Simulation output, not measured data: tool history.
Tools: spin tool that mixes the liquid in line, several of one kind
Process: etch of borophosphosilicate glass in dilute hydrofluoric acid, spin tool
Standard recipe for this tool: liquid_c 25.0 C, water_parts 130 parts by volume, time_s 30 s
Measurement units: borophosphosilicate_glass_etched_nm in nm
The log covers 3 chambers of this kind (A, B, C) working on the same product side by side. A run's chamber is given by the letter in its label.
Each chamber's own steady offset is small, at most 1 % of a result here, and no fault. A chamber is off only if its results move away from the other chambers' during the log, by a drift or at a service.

run	hour	liquid_c	water_parts	time_s	hours since the thermometer was replaced	hours since the hydrofluoric acid flow meter was replaced	read-back film thickness of the borophosphosilicate glass reference wafer, read on the same gauge (nm)	borophosphosilicate_glass_etched_nm
1A	4.2	25.0	130	30	767.6	300.7	100.000	11.4490
2B	10.5	25.0	130	30	783.7	584.1	100.010	11.1300
3C	17.8	25.0	130	30	1123.2	1100.8	100.040	11.2900
4B	25.2	25.0	130	30	798.4	598.8	100.010	11.2470
5A	30.1	25.0	170	15	793.5	326.6	99.976	4.1678
6C	36.6	25.0	170	15	1142.0	1119.6	100.020	4.1109
7A	44.2	25.0	170	15	807.6	340.7	99.997	4.1533
8B	49.7	25.0	130	40	822.9	623.3	100.010	14.9210
9C	57.1	25.0	130	40	1162.5	1140.1	99.992	15.0050
10A	62.3	25.0	130	40	825.7	358.8	99.997	15.1800
11C	66.3	28.5	130	35	1171.7	1149.3	100.010	14.9140
12B	70.5	28.5	130	35	843.7	644.1	99.975	14.9510
13A	75.8	28.5	130	35	839.2	372.3	100.020	15.1150
14C	84.8	25.0	130	30	1190.2	1167.8	99.965	11.0630
15B	90.1	25.0	130	30	863.3	663.7	100.040	11.3060
16B	96.9	25.0	130	30	870.1	670.5	99.998	11.3110
17C	103.8	25.0	130	30	1209.2	1186.8	100.010	10.8460
18A	109.4	25.0	130	30	872.8	405.9	99.994	11.3430
19B	113.6	25.0	130	30	886.8	687.2	100.030	11.2650
20C	120.2	25.0	130	30	1225.6	1203.2	100.000	10.8250
21A	127.4	25.0	130	30	890.8	423.9	99.995	11.4000
22A	133.3	25.0	130	30	896.7	429.8	100.000	11.4860
23C	142.0	25.0	130	30	1247.4	1225.0	99.991	10.7850
24B	149.3	25.0	130	30	922.5	722.9	100.020	11.2440

Each of the 3 chambers runs these same settings next. Fill in every chamber's results:
25A	155.8	25.0	130	30				?
25B	155.8	25.0	130	30				?
25C	155.8	25.0	130	30				?

run	borophosphosilicate_glass_etched_nm
25A	11.3590
25B	11.2800
25C	10.6910
